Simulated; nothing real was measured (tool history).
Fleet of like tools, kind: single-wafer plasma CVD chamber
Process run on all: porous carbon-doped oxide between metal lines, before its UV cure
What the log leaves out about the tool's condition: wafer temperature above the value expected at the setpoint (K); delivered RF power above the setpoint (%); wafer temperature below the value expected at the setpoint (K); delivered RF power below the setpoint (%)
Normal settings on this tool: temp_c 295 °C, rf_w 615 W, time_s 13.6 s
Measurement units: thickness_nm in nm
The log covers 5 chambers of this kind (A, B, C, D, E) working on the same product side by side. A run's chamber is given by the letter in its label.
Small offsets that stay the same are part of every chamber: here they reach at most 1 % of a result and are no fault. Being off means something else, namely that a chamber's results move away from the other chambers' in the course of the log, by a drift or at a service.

run	hour	temp_c	rf_w	time_s	hours since the last thermocouple change	hours since the last RF generator calibration	read-back reference wafer on the same gauge, thickness_nm	thickness_nm
1A	6.8	295	615	13.6	2336.2	1952.2	96.389	89.199
2E	12.2	295	615	13.6	1701.3	663.2	96.386	89.127
3B	21.6	295	615	13.6	1093	1150.5	96.352	89.375
4C	31.4	295	615	13.6	961.3	1946	96.365	88.043
5D	37.5	295	615	13.6	873.3	1187.5	96.357	88.435
6A	46	295	615	13.6	2375.4	1991.4	96.283	88.728
7E	51.7	295	615	13.6	1740.8	702.7	96.302	89.064
8B	60.8	295	615	13.6	1132.2	1189.7	96.285	89.399
9D	66.8	295	615	13.6	902.6	1216.8	96.272	88.354
10C	72.9	295	615	13.6	1002.8	1987.5	96.251	87.944
11D	78.9	295	615	13.6	914.7	1228.9	96.274	88.207
12C	86.1	295	615	13.6	1016	2000.7	96.265	88.1
13E	91.6	295	615	11.6	1780.7	742.6	96.226	76.446
14B	98	295	615	11.6	1169.4	1226.9	96.268	76.844
15A	103.6	295	615	11.6	2433	2049	96.241	76.22
16D	110.3	295	615	11.6	946.1	1260.3	96.201	75.824
17C	118.5	295	615	11.6	1048.4	2033.1	96.188	75.643
18B	126.1	295	615	13.6	1197.5	1255	96.208	89.421
19A	131.4	281	580	13.6	2460.8	2076.8	96.124	93.099
# hour 136.6: chamber A: RF generator calibrated
20E	139.4	281	580	13.6	1828.5	790.4	96.201	93.242
21B	148.9	281	580	13.6	1220.3	1277.8	96.127	93.581
22A	157.2	281	580	13.6	2486.6	20.7	96.122	92.849
23C	164.9	281	580	13.6	1094.8	2079.5	96.137	91.981
24D	170.2	295	615	13.6	1006	1320.2	96.123	87.995
25E	180.3	295	615	13.6	1869.4	831.3	96.095	89.092
26E	186.1	281	615	13.6	1875.2	837.1	96.072	96.659
27C	195.4	281	615	13.6	1125.3	2110	96.107	95.546
28B	204.7	281	615	13.6	1276.1	1333.6	96.023	97.138
29D	212.4	281	615	13.6	1048.2	1362.4	96.003	95.95
30A	217.3	281	615	13.6	2546.7	80.8	96.051	96.531
31D	227.1	295	615	13.6	1062.9	1377.1	96.024	88.014
32E	233	295	615	13.6	1922.1	884	95.982	88.681
33C	241.4	295	615	13.6	1171.3	2156	95.948	87.749
34A	251.5	295	615	13.6	2580.9	115	95.972	88.51
35B	256.3	295	615	13.6	1327.7	1385.2	95.974	89.159
36E	265.8	295	615	13.6	1954.9	916.8	95.936	88.996
# hour 268.4: chamber C: RF generator calibrated
37D	274.4	295	615	13.6	1110.2	1424.4	95.958	88.059
38B	284.8	295	615	13.6	1356.2	1413.7	95.922	88.954
39A	289.4	295	615	13.6	2618.8	152.9	95.916	88.554
40C	297.8	295	615	13.6	1227.7	29.4	95.93	87.842
41B	308.2	305	555	13.6	1379.6	1437.1	95.895	78.538
42C	318.6	305	555	13.6	1248.5	50.2	95.884	77.801
43A	328.4	305	555	13.6	2657.8	191.9	95.839	78.485
44E	335.1	305	555	13.6	2024.2	986.1	95.86	78.43

Does one chamber stand apart from the rest, does the shared gauge drift, or is all well apart from small per-chamber offsets? Give the chamber and the most likely cause, where there is one.

Gauge drift. The chambers move together only on paper, and none stands off.
What lies behind it: gauge reads low (%) = 0.588.
